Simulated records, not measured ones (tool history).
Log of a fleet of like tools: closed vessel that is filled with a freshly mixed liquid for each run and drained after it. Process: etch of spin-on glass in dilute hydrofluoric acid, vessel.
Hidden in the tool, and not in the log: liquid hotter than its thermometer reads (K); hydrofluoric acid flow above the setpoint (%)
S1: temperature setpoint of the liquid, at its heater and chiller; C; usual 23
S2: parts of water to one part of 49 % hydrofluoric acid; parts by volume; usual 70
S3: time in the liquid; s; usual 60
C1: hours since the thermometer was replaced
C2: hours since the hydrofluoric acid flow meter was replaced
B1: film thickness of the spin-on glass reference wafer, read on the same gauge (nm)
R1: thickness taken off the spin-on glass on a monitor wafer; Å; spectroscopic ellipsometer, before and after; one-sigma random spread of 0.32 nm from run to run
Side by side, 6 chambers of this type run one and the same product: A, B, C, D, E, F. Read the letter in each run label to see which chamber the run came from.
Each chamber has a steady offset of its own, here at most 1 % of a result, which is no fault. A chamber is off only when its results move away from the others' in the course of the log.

| run | hour | S1 | S2 | S3 | C1 | C2 | B1 | R1 |
|---|---|---|---|---|---|---|---|---|
| 1E | 5.5 | 23 | 70 | 60 | 36 | 1512.7 | 150 | 322.98 |
| 2D | 9.4 | 23 | 70 | 60 | 969.5 | 1684.8 | 150 | 316.28 |
| 3B | 14.1 | 23 | 70 | 60 | 782.2 | 1302.7 | 150.02 | 312.7 |
| 4F | 18.3 | 23 | 70 | 60 | 2028.7 | 452.8 | 149.99 | 317.89 |
| 5A | 22.6 | 23 | 70 | 60 | 391.8 | 393.1 | 149.98 | 314.08 |
| 6C | 27.1 | 23 | 70 | 60 | 710 | 489.9 | 149.99 | 323.51 |
| 7C | 31 | 23 | 70 | 60 | 713.9 | 493.8 | 150.01 | 322.48 |
| 8D | 37.7 | 23 | 70 | 60 | 997.8 | 1713.1 | 150.01 | 317.19 |
| 9B | 41.1 | 24.5 | 70 | 85 | 809.2 | 1329.7 | 150.02 | 475.83 |
| 10A | 44.6 | 24.5 | 70 | 85 | 413.8 | 415.1 | 149.99 | 478.79 |
| 11E | 48.7 | 24.5 | 70 | 85 | 79.2 | 1555.9 | 150.01 | 488.89 |
| 12F | 53.9 | 24.5 | 70 | 85 | 2064.3 | 488.4 | 149.97 | 475.2 |
| 13E | 58.8 | 24.5 | 70 | 85 | 89.3 | 1566 | 150.01 | 484.91 |
| 14A | 65 | 24.5 | 70 | 85 | 434.2 | 435.5 | 149.98 | 475.48 |
| 15B | 71.4 | 23 | 70 | 60 | 839.5 | 1360 | 149.96 | 310.02 |
| 16D | 76.7 | 23 | 70 | 60 | 1036.8 | 1752.1 | 150.03 | 310.7 |
| 17F | 79.9 | 23 | 70 | 60 | 2090.3 | 514.4 | 150.01 | 319.69 |
| 18C | 85.5 | 23 | 70 | 60 | 768.4 | 548.3 | 150 | 317.49 |
| 19D | 89.4 | 23 | 70 | 60 | 1049.5 | 1764.8 | 149.97 | 320.72 |
| 20F | 93.2 | 23 | 90 | 50 | 2103.6 | 527.7 | 150.01 | 205.42 |
| 21A | 97.6 | 23 | 90 | 50 | 466.8 | 468.1 | 150.02 | 204.15 |
|  | 99.5 | chamber D: thermometer replaced |
| 22B | 101.5 | 23 | 90 | 50 | 869.6 | 1390.1 | 149.98 | 204.89 |
| 23E | 106.1 | 23 | 90 | 50 | 136.6 | 1613.3 | 150.01 | 205.78 |
| 24C | 109.9 | 23 | 90 | 50 | 792.8 | 572.7 | 150.01 | 199.41 |
| 25A | 114.3 | 23 | 90 | 50 | 483.5 | 484.8 | 149.98 | 203.58 |
| 26C | 120.8 | 23 | 70 | 60 | 803.7 | 583.6 | 150 | 316.7 |
| 27E | 125.7 | 23 | 70 | 60 | 156.2 | 1632.9 | 150.02 | 320.11 |
| 28B | 130.1 | 23 | 70 | 60 | 898.2 | 1418.7 | 149.98 | 326.26 |
|  | 132.6 | chamber F: hydrofluoric acid flow meter replaced |
| 29F | 135.6 | 23 | 70 | 60 | 2146 | 3 | 149.97 | 314.67 |
| 30D | 138.8 | 23 | 70 | 60 | 39.4 | 1814.2 | 150.03 | 315.62 |
| 31F | 144.1 | 23 | 70 | 60 | 2154.5 | 11.5 | 150 | 325.92 |
| 32C | 148.9 | 23 | 70 | 50 | 831.8 | 611.7 | 150 | 271.09 |
| 33D | 152.2 | 23 | 70 | 50 | 52.8 | 1827.6 | 150.01 | 261.89 |
| 34E | 156.3 | 23 | 70 | 50 | 186.8 | 1663.5 | 150.01 | 266.36 |
| 35B | 161.4 | 23 | 70 | 50 | 929.5 | 1450 | 149.98 | 275.63 |
| 36A | 167.1 | 23 | 70 | 50 | 536.3 | 537.6 | 149.98 | 266.05 |
| 37F | 171.6 | 23 | 70 | 50 | 2182 | 39 | 150.01 | 263.41 |
| 38C | 176.7 | 23 | 70 | 60 | 859.6 | 639.5 | 150.01 | 322.29 |
| 39A | 182.8 | 23 | 70 | 60 | 552 | 553.3 | 150.01 | 321.7 |
| 40D | 187.6 | 23 | 70 | 60 | 88.2 | 1863 | 150 | 318.69 |
| 41E | 192.6 | 23 | 70 | 60 | 223.1 | 1699.8 | 150.05 | 322.35 |
| 42B | 196.8 | 23 | 70 | 60 | 964.9 | 1485.4 | 150 | 340.79 |
|  | 202.7 | chamber A: hydrofluoric acid flow meter replaced |
| 43A | 203.2 | 23 | 70 | 60 | 572.4 | 0.5 | 150.02 | 319.2 |
| 44F | 209.5 | 23 | 70 | 60 | 2219.9 | 76.9 | 149.98 | 318.87 |

For the next run the whole fleet of 6 chambers uses the same settings. Give each chamber's results:
| 45A | 214.3 | 25 | 70 | 60 |  |  |  | ? |
| 45B | 214.3 | 25 | 70 | 60 |  |  |  | ? |
| 45C | 214.3 | 25 | 70 | 60 |  |  |  | ? |
| 45D | 214.3 | 25 | 70 | 60 |  |  |  | ? |
| 45E | 214.3 | 25 | 70 | 60 |  |  |  | ? |
| 45F | 214.3 | 25 | 70 | 60 |  |  |  | ? |

| run | R1 |
|---|---|
| 45A | 345.65 |
| 45B | 372.57 |
| 45C | 347 |
| 45D | 341.47 |
| 45E | 344.21 |
| 45F | 347.97 |

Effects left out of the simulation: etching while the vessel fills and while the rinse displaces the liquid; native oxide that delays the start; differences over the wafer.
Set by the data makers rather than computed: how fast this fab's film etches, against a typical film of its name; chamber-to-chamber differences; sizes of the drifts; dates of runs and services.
